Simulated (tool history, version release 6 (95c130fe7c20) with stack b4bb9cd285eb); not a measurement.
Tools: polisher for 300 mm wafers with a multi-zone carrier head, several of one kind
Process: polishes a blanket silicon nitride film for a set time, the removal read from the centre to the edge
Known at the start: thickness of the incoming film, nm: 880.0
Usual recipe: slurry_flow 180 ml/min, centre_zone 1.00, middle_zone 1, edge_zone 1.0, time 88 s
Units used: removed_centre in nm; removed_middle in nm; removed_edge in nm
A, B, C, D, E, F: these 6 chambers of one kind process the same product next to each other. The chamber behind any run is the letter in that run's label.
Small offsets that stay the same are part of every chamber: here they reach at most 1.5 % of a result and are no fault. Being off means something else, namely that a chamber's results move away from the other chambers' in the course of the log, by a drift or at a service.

At hour 0.7: chamber C: worn pad replaced by a new one.
At hour 8.0: chamber F: slurry nozzle cleaned.
Run 1A, hour 9.7: usual settings. Result: removed_centre 182.70 nm, removed_middle 185.52 nm, removed_edge 179.83 nm.
At hour 14.1: chamber A: edge zone pressure recalibrated.
At hour 15.6: chamber A: worn pad replaced by a new one.
Run 2B, hour 21.3: usual settings. Result: removed_centre 184.86 nm, removed_middle 179.73 nm, removed_edge 179.41 nm.
Run 3D, hour 35.0: usual settings. Result: removed_centre 182.22 nm, removed_middle 177.00 nm, removed_edge 186.07 nm.
At hour 35.4: chamber F: worn pad replaced by a new one.
At hour 37.7: chamber D: worn pad replaced by a new one.
Run 4C, hour 45.7: usual settings. Result: removed_centre 182.91 nm, removed_middle 183.64 nm, removed_edge 183.90 nm.
At hour 49.9: chamber E: slurry nozzle cleaned.
Run 5E, hour 60.0: usual settings. Result: removed_centre 182.08 nm, removed_middle 180.21 nm, removed_edge 183.11 nm.
Run 6F, hour 66.9: usual settings but slurry_flow 225 ml/min. Result: removed_centre 187.73 nm, removed_middle 188.97 nm, removed_edge 188.06 nm.
At hour 74.5: chamber E: worn pad replaced by a new one.
Run 7B, hour 78.7: usual settings but slurry_flow 225 ml/min. Result: removed_centre 186.72 nm, removed_middle 184.42 nm, removed_edge 185.69 nm.
Run 8E, hour 93.3: usual settings but slurry_flow 225 ml/min. Result: removed_centre 187.42 nm, removed_middle 186.58 nm, removed_edge 181.03 nm.
At hour 95.5: chamber A: worn pad replaced by a new one.
Run 9A, hour 107.4: usual settings but slurry_flow 225 ml/min. Result: removed_centre 186.71 nm, removed_middle 187.58 nm, removed_edge 183.62 nm.
Run 10D, hour 120.0: usual settings but slurry_flow 225 ml/min. Result: removed_centre 185.89 nm, removed_middle 188.29 nm, removed_edge 187.34 nm.
At hour 124.8: chamber D: worn pad replaced by a new one.
At hour 128.1: chamber F: worn pad replaced by a new one.
At hour 130.4: chamber C: worn pad replaced by a new one.
Run 11C, hour 131.6: usual settings but slurry_flow 225 ml/min. Result: removed_centre 190.07 nm, removed_middle 188.86 nm, removed_edge 186.15 nm.
Run 12F, hour 142.7: usual settings. Result: removed_centre 179.10 nm, removed_middle 181.88 nm, removed_edge 182.06 nm.
Run 13F, hour 151.0: usual settings. Result: removed_centre 179.91 nm, removed_middle 178.41 nm, removed_edge 182.39 nm.
Run 14A, hour 158.2: usual settings. Result: removed_centre 181.34 nm, removed_middle 182.18 nm, removed_edge 177.88 nm.
Run 15B, hour 165.2: usual settings. Result: removed_centre 176.51 nm, removed_middle 173.19 nm, removed_edge 176.99 nm.
At hour 165.7: chamber E: edge zone pressure recalibrated.
Run 16C, hour 176.5: usual settings but centre_zone 1.07, time 115 s. Result: removed_centre 254.05 nm, removed_middle 236.00 nm, removed_edge 239.41 nm.
At hour 182.8: chamber A: worn pad replaced by a new one.
Run 17E, hour 184.9: usual settings but centre_zone 1.07, time 115 s. Result: removed_centre 255.75 nm, removed_middle 233.71 nm, removed_edge 236.58 nm.
At hour 191.7: chamber E: worn pad replaced by a new one.
Run 18D, hour 192.5: usual settings but centre_zone 1.07, time 115 s. Result: removed_centre 256.95 nm, removed_middle 237.01 nm, removed_edge 243.23 nm.
At hour 193.4: chamber A: centre zone pressure recalibrated.
At hour 198.6: chamber D: worn pad replaced by a new one.
Run 19A, hour 202.1: usual settings but centre_zone 1.07, time 115 s. Result: removed_centre 251.89 nm, removed_middle 238.49 nm, removed_edge 237.31 nm.
At hour 203.8: chamber F: worn pad replaced by a new one.
Run 20F, hour 209.0: usual settings but centre_zone 1.07, time 115 s. Result: removed_centre 254.00 nm, removed_middle 233.83 nm, removed_edge 230.79 nm.
Run 21C, hour 223.6: usual settings but centre_zone 1.07, time 115 s. Result: removed_centre 260.83 nm, removed_middle 240.96 nm, removed_edge 236.93 nm.
At hour 225.4: chamber C: centre zone pressure recalibrated.
Run 22E, hour 231.4: usual settings. Result: removed_centre 182.02 nm, removed_middle 177.61 nm, removed_edge 178.35 nm.
Run 23B, hour 243.2: usual settings. Result: removed_centre 172.28 nm, removed_middle 171.34 nm, removed_edge 172.50 nm.
Run 24D, hour 254.3: usual settings. Result: removed_centre 182.16 nm, removed_middle 181.60 nm, removed_edge 182.84 nm.
At hour 263.5: chamber A: worn pad replaced by a new one.
Run 25C, hour 265.3: usual settings. Result: removed_centre 184.70 nm, removed_middle 177.53 nm, removed_edge 181.28 nm.
At hour 278.0: chamber C: worn pad replaced by a new one.
Run 26A, hour 278.4: usual settings. Result: removed_centre 181.77 nm, removed_middle 180.89 nm, removed_edge 180.63 nm.
At hour 287.9: chamber D: worn pad replaced by a new one.
Run 27D, hour 288.3: usual settings. Result: removed_centre 181.66 nm, removed_middle 180.62 nm, removed_edge 180.09 nm.
At hour 290.8: chamber E: slurry nozzle cleaned.
At hour 293.0: chamber F: worn pad replaced by a new one.
Run 28E, hour 296.4: usual settings. Result: removed_centre 180.04 nm, removed_middle 182.50 nm, removed_edge 180.78 nm.
Run 29F, hour 303.5: usual settings. Result: removed_centre 178.86 nm, removed_middle 178.07 nm, removed_edge 180.85 nm.
At hour 313.9: chamber F: slurry nozzle cleaned.
Run 30B, hour 317.2: usual settings but edge_zone 1.1. Result: removed_centre 169.47 nm, removed_middle 168.96 nm, removed_edge 176.71 nm.
At hour 318.7: chamber E: worn pad replaced by a new one.
At hour 320.8: chamber A: slurry nozzle cleaned.
At hour 323.9: chamber B: edge zone pressure recalibrated.
Run 31A, hour 325.3: usual settings but edge_zone 1.1. Result: removed_centre 181.47 nm, removed_middle 182.21 nm, removed_edge 191.12 nm.
At hour 331.6: chamber B: centre zone pressure recalibrated.
Run 32F, hour 338.4: usual settings but edge_zone 1.1. Result: removed_centre 175.26 nm, removed_middle 181.62 nm, removed_edge 186.54 nm.
Run 33D, hour 348.1: usual settings but edge_zone 1.1. Result: removed_centre 183.02 nm, removed_middle 185.36 nm, removed_edge 191.37 nm.
Run 34C, hour 357.0: usual settings but edge_zone 1.1. Result: removed_centre 180.42 nm, removed_middle 182.82 nm, removed_edge 193.66 nm.
At hour 357.3: chamber A: worn pad replaced by a new one.
Run 35B, hour 368.5: usual settings but edge_zone 1.1. Result: removed_centre 166.48 nm, removed_middle 165.53 nm, removed_edge 176.78 nm.
At hour 369.6: chamber D: worn pad replaced by a new one.
Run 36E, hour 381.2: usual settings. Result: removed_centre 182.34 nm, removed_middle 177.99 nm, removed_edge 181.66 nm.
At hour 385.2: chamber F: worn pad replaced by a new one.
Run 37A, hour 390.9: usual settings but centre_zone 1.05. Result: removed_centre 190.85 nm, removed_middle 184.23 nm, removed_edge 182.63 nm.
Run 38B, hour 398.7: usual settings but centre_zone 1.05. Result: removed_centre 172.70 nm, removed_middle 167.42 nm, removed_edge 164.60 nm.
Run 39D, hour 409.9: usual settings but centre_zone 1.05. Result: removed_centre 193.20 nm, removed_middle 183.03 nm, removed_edge 175.12 nm.
Run 40F, hour 417.5: usual settings but centre_zone 1.05. Result: removed_centre 188.84 nm, removed_middle 182.33 nm, removed_edge 177.44 nm.

Which is it: a chamber that has drifted or been left off by a service, a gauge drift common to all chambers, or only each chamber's usual small offset? If a chamber is off, name it and its likeliest cause.

Little by little, chamber B moves away from the other chambers.
Cause: removal rate lost through wear of the pad, % = 9.75.
The log may not tell that from: slurry flow missing at the pad, %.

Which of the 4 candidates below, each the usual settings with something changed and its results left as question marks, puts chamber B back in line with what the other chambers give on the usual settings?
Allowed miss from the other chambers' usual-settings mean, per result, to count as in line: removed_centre 5.40 nm; removed_middle 9.20 nm; removed_edge 8.70 nm
Run 41B-1, hour 427.9: usual settings but slurry_flow 185 ml/min, middle_zone 0.99, edge_zone 1.02, time 105 s. Result: removed_centre ?, removed_middle ?, removed_edge ?.
Run 41B-2, hour 427.9: usual settings but edge_zone 0.99, time 79 s. Result: removed_centre ?, removed_middle ?, removed_edge ?.
Run 41B-3, hour 427.9: usual settings but slurry_flow 175 ml/min, middle_zone 1.01, edge_zone 0.99, time 74 s. Result: removed_centre ?, removed_middle ?, removed_edge ?.
Run 41B-4, hour 427.9: usual settings but edge_zone 1.01, time 97 s. Result: removed_centre ?, removed_middle ?, removed_edge ?.

Usual-settings mean across the other chambers: removed_centre 180.85 nm; removed_middle 180.75 nm; removed_edge 180.23 nm
  run  removed_centre  removed_middle  removed_edge
41B-1          198.05          194.43        196.19
41B-2          148.28          147.00        144.81
41B-3          138.18          138.31        135.16
41B-4          182.07          180.49        179.69
41B-4 puts the chamber back in line with the other chambers.
